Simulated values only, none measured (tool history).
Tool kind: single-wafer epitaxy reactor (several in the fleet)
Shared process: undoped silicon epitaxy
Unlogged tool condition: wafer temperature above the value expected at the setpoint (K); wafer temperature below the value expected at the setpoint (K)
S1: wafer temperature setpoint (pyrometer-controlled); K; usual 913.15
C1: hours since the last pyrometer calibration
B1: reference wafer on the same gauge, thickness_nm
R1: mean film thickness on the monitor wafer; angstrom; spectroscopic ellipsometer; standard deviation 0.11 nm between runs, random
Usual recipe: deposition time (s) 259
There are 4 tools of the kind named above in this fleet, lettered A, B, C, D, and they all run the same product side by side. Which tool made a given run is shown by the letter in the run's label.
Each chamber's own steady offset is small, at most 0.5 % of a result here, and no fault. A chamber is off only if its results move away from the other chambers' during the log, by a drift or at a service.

Run 1A, hour 4.2: usual settings; C1 549.8; B1 30.498. Result: R1 350.55 angstrom.
Run 2D, hour 9.1: usual settings; C1 551.2; B1 30.531. Result: R1 351.06 angstrom.
Run 3B, hour 11.8: usual settings; C1 1243.5; B1 30.509. Result: R1 350.18 angstrom.
Run 4C, hour 15.3: usual settings; C1 1097.2; B1 30.493. Result: R1 346.33 angstrom.
Run 5C, hour 19.4: usual settings; C1 1101.3; B1 30.512. Result: R1 345.75 angstrom.
Run 6B, hour 22.6: usual settings; C1 1254.3; B1 30.485. Result: R1 348.70 angstrom.
Run 7D, hour 25.9: usual settings; C1 568.0; B1 30.467. Result: R1 346.69 angstrom.
Run 8A, hour 31.9: usual settings; C1 577.5; B1 30.506. Result: R1 350.57 angstrom.
Run 9A, hour 37.6: usual settings; C1 583.2; B1 30.503. Result: R1 349.25 angstrom.
Run 10B, hour 40.8: usual settings; C1 1272.5; B1 30.491. Result: R1 347.34 angstrom.
Run 11C, hour 44.5: usual settings; C1 1126.4; B1 30.507. Result: R1 347.34 angstrom.
Run 12D, hour 50.1: usual settings; C1 592.2; B1 30.510. Result: R1 351.65 angstrom.
Run 13A, hour 55.9: usual settings; C1 601.5; B1 30.516. Result: R1 349.95 angstrom.
Run 14C, hour 59.9: usual settings; C1 1141.8; B1 30.510. Result: R1 346.35 angstrom.
Run 15B, hour 64.1: usual settings; C1 1295.8; B1 30.502. Result: R1 349.31 angstrom.
Run 16D, hour 66.9: usual settings; C1 609.0; B1 30.508. Result: R1 353.92 angstrom.
Run 17D, hour 72.8: usual settings; C1 614.9; B1 30.527. Result: R1 353.08 angstrom.
Run 18B, hour 77.0: usual settings but S1 926.15 K; C1 1308.7; B1 30.532. Result: R1 462.83 angstrom.
Run 19C, hour 80.4: usual settings but S1 926.15 K; C1 1162.3; B1 30.502. Result: R1 461.24 angstrom.
Run 20A, hour 83.2: usual settings but S1 926.15 K; C1 628.8; B1 30.491. Result: R1 463.37 angstrom.
Run 21B, hour 87.3: usual settings but S1 926.15 K; C1 1319.0; B1 30.500. Result: R1 463.93 angstrom.
Run 22D, hour 91.5: usual settings; C1 633.6; B1 30.498. Result: R1 355.32 angstrom.
Run 23C, hour 97.0: usual settings; C1 1178.9; B1 30.504. Result: R1 346.56 angstrom.
Run 24A, hour 100.7: usual settings; C1 646.3; B1 30.498. Result: R1 347.88 angstrom.
Run 25C, hour 104.4: usual settings but deposition time (s) 286; C1 1186.3; B1 30.512. Result: R1 381.56 angstrom.
Run 26B, hour 108.2: usual settings but deposition time (s) 286; C1 1339.9; B1 30.486. Result: R1 383.96 angstrom.
Run 27D, hour 114.1: usual settings but deposition time (s) 286; C1 656.2; B1 30.496. Result: R1 394.44 angstrom.
Run 28A, hour 120.0: usual settings but deposition time (s) 286; C1 665.6; B1 30.523. Result: R1 383.45 angstrom.

Is one chamber off against the others, does the gauge drift, or is nothing wrong? If a chamber is off, say which, and what the likeliest cause is.

One chamber, D, drifts off from the rest bit by bit.
Likeliest cause: wafer temperature above the value expected at the setpoint (K) = 1.18.

Below are 4 candidate recipes for chamber D's next run, each the usual settings with a change, their results shown as question marks. Which of them brings D's results back in line with what the other chambers give on the usual settings?
Counts as in line when no further than this from what the other chambers average on the usual settings: R1 4.00 angstrom
Run 29D-1, hour 124.3: usual settings but S1 912.15 K, deposition time (s) 257. Result: R1 ?.
Run 29D-2, hour 124.3: usual settings but S1 915.15 K, deposition time (s) 262. Result: R1 ?.
Run 29D-3, hour 124.3: usual settings but S1 911.15 K, deposition time (s) 256. Result: R1 ?.
Run 29D-4, hour 124.3: usual settings but deposition time (s) 267. Result: R1 ?.

Usual-settings mean across the other chambers: R1 348.21 angstrom
  run      R1
29D-1  348.61
29D-2  379.79
29D-3  339.63
29D-4  370.30
Change 29D-1 lands the chamber within the allowed miss of the other chambers.
